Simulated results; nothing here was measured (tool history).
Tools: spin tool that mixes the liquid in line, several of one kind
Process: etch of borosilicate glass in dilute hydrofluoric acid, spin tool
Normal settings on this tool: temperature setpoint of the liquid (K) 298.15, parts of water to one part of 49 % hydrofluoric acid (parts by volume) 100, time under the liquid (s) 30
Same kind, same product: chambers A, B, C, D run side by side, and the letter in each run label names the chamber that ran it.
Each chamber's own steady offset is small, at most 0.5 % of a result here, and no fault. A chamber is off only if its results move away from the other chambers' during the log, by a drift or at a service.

run,hour,temperature setpoint of the liquid (K),parts of water to one part of 49 % hydrofluoric acid (parts by volume),time under the liquid (s),hours since the thermometer was replaced,hours since the hydrofluoric acid flow meter was replaced,"read-back film thickness of the borosilicate glass reference wafer, read on the same gauge (nm)",thickness taken off the borosilicate glass on a monitor wafer (Å)
1A,3.3,298.15,100,30,2452.8,756.8,50.028,97.701
2C,8.2,298.15,100,30,516.4,787.5,50.004,97.634
3D,14.7,298.15,100,30,314.7,322.4,49.995,97.586
4B,21.2,298.15,100,30,1142.5,1605.4,49.988,96.715
5D,25.9,294.65,50,30,325.9,333.6,50.003,179.980
6A,29.8,294.65,50,30,2479.3,783.3,49.990,179.770
7C,33.9,294.65,50,30,542.1,813.2,49.975,177.080
8B,40.2,294.65,50,30,1161.5,1624.4,50.006,183.130
9C,44.1,298.15,150,40,552.3,823.4,50.026,82.522
10B,48.6,298.15,150,40,1169.9,1632.8,50.015,81.462
11D,55.8,298.15,150,40,355.8,363.5,49.996,81.445
12A,61.9,298.15,150,40,2511.4,815.4,50.018,80.602
13B,65.4,298.15,100,30,1186.7,1649.6,50.029,98.716
# hour 70.9: chamber D: hydrofluoric acid flow meter replaced
14A,71.3,298.15,100,30,2520.8,824.8,49.979,97.069
15D,77.6,298.15,100,30,377.6,6.8,49.976,96.565
16C,82.1,295.15,100,35,590.3,861.4,50.029,98.628
17B,87.0,295.15,100,35,1208.3,1671.2,50.003,101.700
18A,94.6,295.15,100,35,2544.1,848.1,49.989,100.920
19C,99.2,295.15,100,35,607.4,878.5,50.026,96.841
20D,106.1,298.15,115,30,406.1,35.3,49.986,83.735
21B,109.8,298.15,115,30,1231.1,1694.0,50.030,83.902
22A,116.0,298.15,115,30,2565.5,869.5,49.960,82.644
23C,120.3,298.15,115,30,628.5,899.6,49.972,79.804
24D,124.6,298.15,100,30,424.6,53.8,50.012,97.163

Is one chamber off against the others, does the gauge drift, or is nothing wrong? If a chamber is off, say which, and what the likeliest cause is.

One chamber, C, drifts off from the rest bit by bit.
Cause: hydrofluoric acid flow below the setpoint (%) = 5.44.
It could be hard to tell apart here from: liquid colder than its thermometer reads (K).

Below are 4 candidate recipes for chamber C's next run, each the usual settings with a change, their results shown as question marks. Which of them brings C's results back in line with what the other chambers give on the usual settings?
Allowed miss from the other chambers' usual-settings mean, per result, to count as in line: thickness taken off the borosilicate glass on a monitor wafer (Å) 2.800
25C-1,130.0,296.65,100,30,,,,?
25C-2,130.0,298.15,90,30,,,,?
25C-3,130.0,298.15,95,30,,,,?
25C-4,130.0,295.15,100,30,,,,?

The mean the other chambers reach with the usual settings: thickness taken off the borosilicate glass on a monitor wafer (Å) 97.382
run,thickness taken off the borosilicate glass on a monitor wafer (Å)
25C-1,86.558
25C-2,103.330
25C-3,97.310
25C-4,81.463
It is 25C-3 that realigns the chamber with its peers.
